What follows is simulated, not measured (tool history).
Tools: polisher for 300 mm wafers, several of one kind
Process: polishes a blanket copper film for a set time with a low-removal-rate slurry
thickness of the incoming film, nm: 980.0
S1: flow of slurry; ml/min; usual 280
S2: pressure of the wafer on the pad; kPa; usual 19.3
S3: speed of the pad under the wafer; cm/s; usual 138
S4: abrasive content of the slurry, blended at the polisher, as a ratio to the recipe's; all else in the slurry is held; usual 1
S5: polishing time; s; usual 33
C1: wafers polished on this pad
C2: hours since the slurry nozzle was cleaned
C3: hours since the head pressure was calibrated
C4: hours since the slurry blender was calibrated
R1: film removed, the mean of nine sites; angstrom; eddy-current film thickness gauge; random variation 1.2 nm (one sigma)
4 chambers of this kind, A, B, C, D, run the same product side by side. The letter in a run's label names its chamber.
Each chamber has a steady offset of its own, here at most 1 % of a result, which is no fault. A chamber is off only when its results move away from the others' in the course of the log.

| run | hour | S1 | S2 | S3 | S4 | S5 | C1 | C2 | C3 | C4 | R1 |
|---|---|---|---|---|---|---|---|---|---|---|---|
| 1B | 9.2 | 280 | 19.3 | 138 | 1 | 33 | 695 | 12 | 576.3 | 263.5 | 1059 |
|  | 12.2 | chamber C: worn pad replaced by a new one |
| 2A | 24.6 | 280 | 19.3 | 138 | 1 | 33 | 771 | 62 | 325 | 341 | 1067.2 |
|  | 31 | chamber B: worn pad replaced by a new one |
| 3D | 39.9 | 280 | 19.3 | 138 | 1 | 33 | 938 | 400.2 | 386.5 | 186.5 | 1067.6 |
|  | 45.7 | chamber A: slurry blender recalibrated |
|  | 52 | chamber A: worn pad replaced by a new one |
| 4C | 52.3 | 280 | 19.3 | 138 | 1 | 33 | 657 | 339.7 | 253.2 | 187.8 | 1055.4 |
|  | 53.9 | chamber D: worn pad replaced by a new one |
|  | 57.9 | chamber B: slurry blender recalibrated |
| 5C | 64.1 | 280 | 19.3 | 138 | 1 | 33 | 850 | 351.5 | 265 | 199.6 | 1034.8 |
|  | 64.8 | chamber C: slurry nozzle cleaned |
|  | 79 | chamber C: worn pad replaced by a new one |
| 6A | 80.7 | 280 | 19.3 | 138 | 1 | 33 | 469 | 118.1 | 381.1 | 35.1 | 1049.5 |
| 7B | 91.4 | 280 | 19.3 | 138 | 1 | 33 | 988 | 94.2 | 658.5 | 33.6 | 1084.1 |
|  | 91.7 | chamber B: worn pad replaced by a new one |
|  | 93.3 | chamber D: slurry blender recalibrated |
| 8D | 105.6 | 280 | 19.3 | 138 | 1 | 33 | 845 | 465.9 | 452.2 | 12.4 | 1090.5 |
|  | 114.3 | chamber D: worn pad replaced by a new one |
| 9A | 121.6 | 280 | 19.3 | 138 | 1 | 33 | 1138 | 159 | 422 | 76 | 1054.5 |
|  | 129 | chamber A: worn pad replaced by a new one |
| 10B | 135.5 | 280 | 19.3 | 138 | 1 | 33 | 717 | 138.3 | 702.6 | 77.7 | 1070.7 |
| 11C | 146.8 | 280 | 19.3 | 138 | 1 | 33 | 1109 | 82 | 347.7 | 282.3 | 1055 |
|  | 150.9 | chamber C: worn pad replaced by a new one |
| 12D | 155.5 | 280 | 19.3 | 138 | 1 | 33 | 674 | 515.8 | 502.1 | 62.3 | 1040.3 |
| 13D | 163.5 | 280 | 19.3 | 138 | 1 | 33 | 805 | 523.8 | 510.1 | 70.3 | 1058 |
|  | 169.2 | chamber B: worn pad replaced by a new one |
| 14B | 175.3 | 280 | 19.3 | 138 | 1 | 33 | 100 | 178.1 | 742.4 | 117.5 | 1081.9 |
|  | 181.2 | chamber D: head pressure recalibrated |
| 15C | 183.8 | 280 | 19.3 | 138 | 1 | 33 | 538 | 119 | 384.7 | 319.3 | 1055 |
|  | 186.8 | chamber D: worn pad replaced by a new one |
|  | 189 | chamber D: slurry nozzle cleaned |
|  | 191 | chamber A: worn pad replaced by a new one |
| 16A | 196.4 | 280 | 19.3 | 138 | 1 | 33 | 88 | 233.8 | 496.8 | 150.8 | 1059.6 |
|  | 203.7 | chamber C: slurry blender recalibrated |
| 17D | 210.2 | 280 | 19.3 | 138 | 1 | 33 | 383 | 21.3 | 29 | 117 | 984.56 |
| 18A | 218.8 | 280 | 19.3 | 138 | 1 | 33 | 455 | 256.2 | 519.2 | 173.2 | 1061.1 |
|  | 221.8 | chamber C: worn pad replaced by a new one |
| 19B | 229 | 280 | 19.3 | 138 | 1 | 33 | 978 | 231.8 | 796.1 | 171.2 | 1054.2 |
| 20C | 243.5 | 280 | 19.3 | 138 | 1 | 33 | 355 | 178.7 | 444.4 | 39.8 | 1069.9 |
|  | 247.7 | chamber B: worn pad replaced by a new one |
|  | 254.5 | chamber A: worn pad replaced by a new one |
| 21D | 258.8 | 280 | 19.3 | 138 | 1 | 33 | 1177 | 69.9 | 77.6 | 165.6 | 970.82 |
|  | 263.8 | chamber D: worn pad replaced by a new one |
| 22B | 268.9 | 280 | 19.3 | 138 | 1 | 33 | 346 | 271.7 | 836 | 211.1 | 1057.9 |
|  | 272.4 | chamber B: slurry nozzle cleaned |
| 23A | 282.4 | 280 | 19.3 | 138 | 1 | 33 | 457 | 319.8 | 582.8 | 236.8 | 1057.1 |
| 24C | 296.8 | 375 | 19.3 | 138 | 1 | 33 | 1227 | 232 | 497.7 | 93.1 | 1083 |
|  | 300.2 | chamber C: worn pad replaced by a new one |
|  | 302.8 | chamber D: slurry blender recalibrated |
| 25C | 304.3 | 375 | 19.3 | 138 | 1 | 33 | 67 | 239.5 | 505.2 | 100.6 | 1093.3 |
|  | 312.1 | chamber B: worn pad replaced by a new one |
| 26D | 314.3 | 375 | 19.3 | 138 | 1 | 33 | 827 | 125.4 | 133.1 | 11.5 | 991.46 |
| 27A | 325.2 | 375 | 19.3 | 138 | 1 | 33 | 1157 | 362.6 | 625.6 | 279.6 | 1081.1 |
| 28B | 335.4 | 280 | 19.3 | 138 | 1 | 33 | 381 | 63 | 902.5 | 277.6 | 1060.1 |
| 29B | 347.5 | 280 | 19.3 | 138 | 1.15 | 27 | 579 | 75.1 | 914.6 | 289.7 | 918.23 |

Next, every chamber runs the same settings. What will each give?
| 30A | 359.4 | 280 | 19.3 | 138 | 1 | 33 |  |  |  |  | ? |
| 30B | 359.4 | 280 | 19.3 | 138 | 1 | 33 |  |  |  |  | ? |
| 30C | 359.4 | 280 | 19.3 | 138 | 1 | 33 |  |  |  |  | ? |
| 30D | 359.4 | 280 | 19.3 | 138 | 1 | 33 |  |  |  |  | ? |

| run | R1 |
|---|---|
| 30A | 1053.6 |
| 30B | 1075.5 |
| 30C | 1028.8 |
| 30D | 972.68 |
